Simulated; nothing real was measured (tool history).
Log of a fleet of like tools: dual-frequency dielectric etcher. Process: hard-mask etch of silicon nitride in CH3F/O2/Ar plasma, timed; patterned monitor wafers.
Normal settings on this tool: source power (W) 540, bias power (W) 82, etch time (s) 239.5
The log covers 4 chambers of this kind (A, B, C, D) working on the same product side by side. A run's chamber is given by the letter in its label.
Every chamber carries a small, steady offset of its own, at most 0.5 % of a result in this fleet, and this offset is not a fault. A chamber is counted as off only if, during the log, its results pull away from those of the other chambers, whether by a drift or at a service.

| run | day | source power (W) | bias power (W) | etch time (s) | hours since the last wet clean | hours since the last source power generator calibration | hours since the last bias power generator calibration | read-back reference wafer on the same gauge, depth_nm | mean etch depth across the wafer (nm) |
|---|---|---|---|---|---|---|---|---|---|
| 1B | 0.175 | 540 | 82 | 239.5 | 110.7 | 1061.8 | 3056.4 | 230.11 | 195.56 |
| 2C | 0.362 | 540 | 82 | 239.5 | 320.8 | 306.3 | 2418.5 | 230.00 | 195.66 |
| 3A | 0.488 | 540 | 82 | 239.5 | 198.6 | 1080.4 | 2045.3 | 229.92 | 195.65 |
| 4D | 0.667 | 540 | 82 | 239.5 | 318.3 | 577.0 | 3819.1 | 230.21 | 197.49 |
| 5A | 0.779 | 540 | 89 | 191.5 | 205.6 | 1087.4 | 2052.3 | 229.98 | 159.84 |
| 6D | 0.867 | 540 | 89 | 191.5 | 323.1 | 581.8 | 3823.9 | 229.98 | 162.00 |
| 7B | 0.992 | 540 | 89 | 191.5 | 130.3 | 1081.4 | 3076.0 | 230.00 | 160.53 |
| 8C | 1.083 | 540 | 89 | 191.5 | 338.1 | 323.6 | 2435.8 | 230.25 | 161.45 |
| 9B | 1.212 | 540 | 82 | 239.5 | 135.6 | 1086.7 | 3081.3 | 229.85 | 196.07 |
| 10A | 1.317 | 540 | 82 | 239.5 | 218.5 | 1100.3 | 2065.2 | 230.08 | 195.14 |
| 11D | 1.462 | 440 | 82 | 239.5 | 337.4 | 596.1 | 3838.2 | 230.33 | 182.80 |
| 12C | 1.588 | 440 | 82 | 239.5 | 350.2 | 335.7 | 2447.9 | 230.13 | 183.04 |
| 13B | 1.712 | 440 | 82 | 239.5 | 147.6 | 1098.7 | 3093.3 | 230.05 | 179.32 |
| 14A | 1.829 | 440 | 82 | 239.5 | 230.8 | 1112.6 | 2077.5 | 229.95 | 180.08 |
| 15D | 1.988 | 540 | 82 | 239.5 | 350.0 | 608.7 | 3850.8 | 229.91 | 197.88 |
| 16C | 2.125 | 540 | 82 | 239.5 | 363.1 | 348.6 | 2460.8 | 230.03 | 196.68 |
| 17D | 2.250 | 540 | 82 | 239.5 | 356.3 | 615.0 | 3857.1 | 229.98 | 197.46 |
| 18B | 2.404 | 540 | 82 | 239.5 | 164.2 | 1115.3 | 3109.9 | 229.97 | 194.30 |
| 19C | 2.575 | 540 | 82 | 239.5 | 373.9 | 359.4 | 2471.6 | 229.92 | 195.99 |
| 20A | 2.729 | 540 | 82 | 239.5 | 252.4 | 1134.2 | 2099.1 | 229.86 | 192.94 |
| 21C | 2.862 | 540 | 82 | 239.5 | 380.8 | 366.3 | 2478.5 | 229.75 | 196.56 |
| 22D | 2.954 | 540 | 82 | 239.5 | 373.2 | 631.9 | 3874.0 | 230.12 | 196.50 |
| 23A | 3.075 | 540 | 75 | 239.5 | 260.7 | 1142.5 | 2107.4 | 229.84 | 186.66 |
| 24B | 3.225 | 540 | 75 | 239.5 | 183.9 | 1135.0 | 3129.6 | 229.91 | 189.15 |
| 25B | 3.392 | 540 | 75 | 239.5 | 187.9 | 1139.0 | 3133.6 | 230.03 | 188.56 |
| 26C | 3.567 | 540 | 75 | 239.5 | 397.7 | 383.2 | 2495.4 | 229.99 | 191.18 |
| 27D | 3.671 | 540 | 82 | 239.5 | 390.4 | 649.1 | 3891.2 | 229.99 | 197.56 |
| 28A | 3.804 | 540 | 99 | 239.5 | 278.2 | 1160.0 | 2124.9 | 229.84 | 202.34 |
| 29C | 3.983 | 540 | 99 | 239.5 | 407.7 | 393.2 | 2505.4 | 230.12 | 209.52 |
| 30D | 4.138 | 540 | 99 | 239.5 | 401.6 | 660.3 | 3902.4 | 229.99 | 210.27 |
| 31A | 4.275 | 540 | 99 | 239.5 | 289.5 | 1171.3 | 2136.2 | 230.38 | 203.11 |
| 32B | 4.442 | 540 | 62 | 297.0 | 213.1 | 1164.2 | 3158.8 | 230.22 | 219.78 |
| 33C | 4.583 | 540 | 62 | 297.0 | 422.1 | 407.6 | 2519.8 | 230.27 | 222.75 |
| 34D | 4.692 | 540 | 62 | 297.0 | 414.9 | 673.6 | 3915.7 | 230.10 | 221.45 |
| 35B | 4.842 | 540 | 62 | 297.0 | 222.7 | 1173.8 | 3168.4 | 230.13 | 219.85 |
|  | 4.908 | chamber C: wet clean of the chamber |
| 36A | 5.004 | 430 | 82 | 239.5 | 307.0 | 1188.8 | 2153.7 | 230.38 | 171.47 |
| 37B | 5.104 | 430 | 82 | 239.5 | 229.0 | 1180.1 | 3174.7 | 229.90 | 178.28 |
| 38A | 5.275 | 430 | 82 | 239.5 | 313.5 | 1195.3 | 2160.2 | 230.10 | 171.31 |
| 39C | 5.404 | 430 | 82 | 239.5 | 12.0 | 427.3 | 2539.5 | 229.94 | 179.43 |
| 40D | 5.529 | 540 | 63 | 239.5 | 435.0 | 693.7 | 3935.8 | 229.92 | 180.39 |
| 41B | 5.700 | 540 | 63 | 239.5 | 243.3 | 1194.4 | 3189.0 | 229.78 | 178.60 |

Read the log: is a single chamber off, either drifting away or since a service, is the gauge that measures every chamber drifting, or is nothing wrong beyond small per-chamber offsets? Name any odd chamber and what most likely caused it.

Chamber A drifts away from the others.
Cause: etch rate under this chamber's usual, % = 5.12.

Which of the 4 candidates below, each the usual settings with something changed and its results left as question marks, puts chamber A back in line with what the other chambers give on the usual settings?
In-line tolerance around the mean of the other chambers on the usual settings: mean etch depth across the wafer (nm) 3.10
| 42A-1 | 5.838 | 540 | 82 | 268.5 |  |  |  |  | ? |
| 42A-2 | 5.838 | 540 | 81 | 227.5 |  |  |  |  | ? |
| 42A-3 | 5.838 | 550 | 83 | 250.5 |  |  |  |  | ? |
| 42A-4 | 5.838 | 530 | 82 | 216.5 |  |  |  |  | ? |

Other chambers, usual settings, mean: mean etch depth across the wafer (nm) 196.34
| run | mean etch depth across the wafer (nm) |
|---|---|
| 42A-1 | 208.38 |
| 42A-2 | 175.81 |
| 42A-3 | 196.62 |
| 42A-4 | 166.83 |
42A-3 puts the chamber back in line with the other chambers.

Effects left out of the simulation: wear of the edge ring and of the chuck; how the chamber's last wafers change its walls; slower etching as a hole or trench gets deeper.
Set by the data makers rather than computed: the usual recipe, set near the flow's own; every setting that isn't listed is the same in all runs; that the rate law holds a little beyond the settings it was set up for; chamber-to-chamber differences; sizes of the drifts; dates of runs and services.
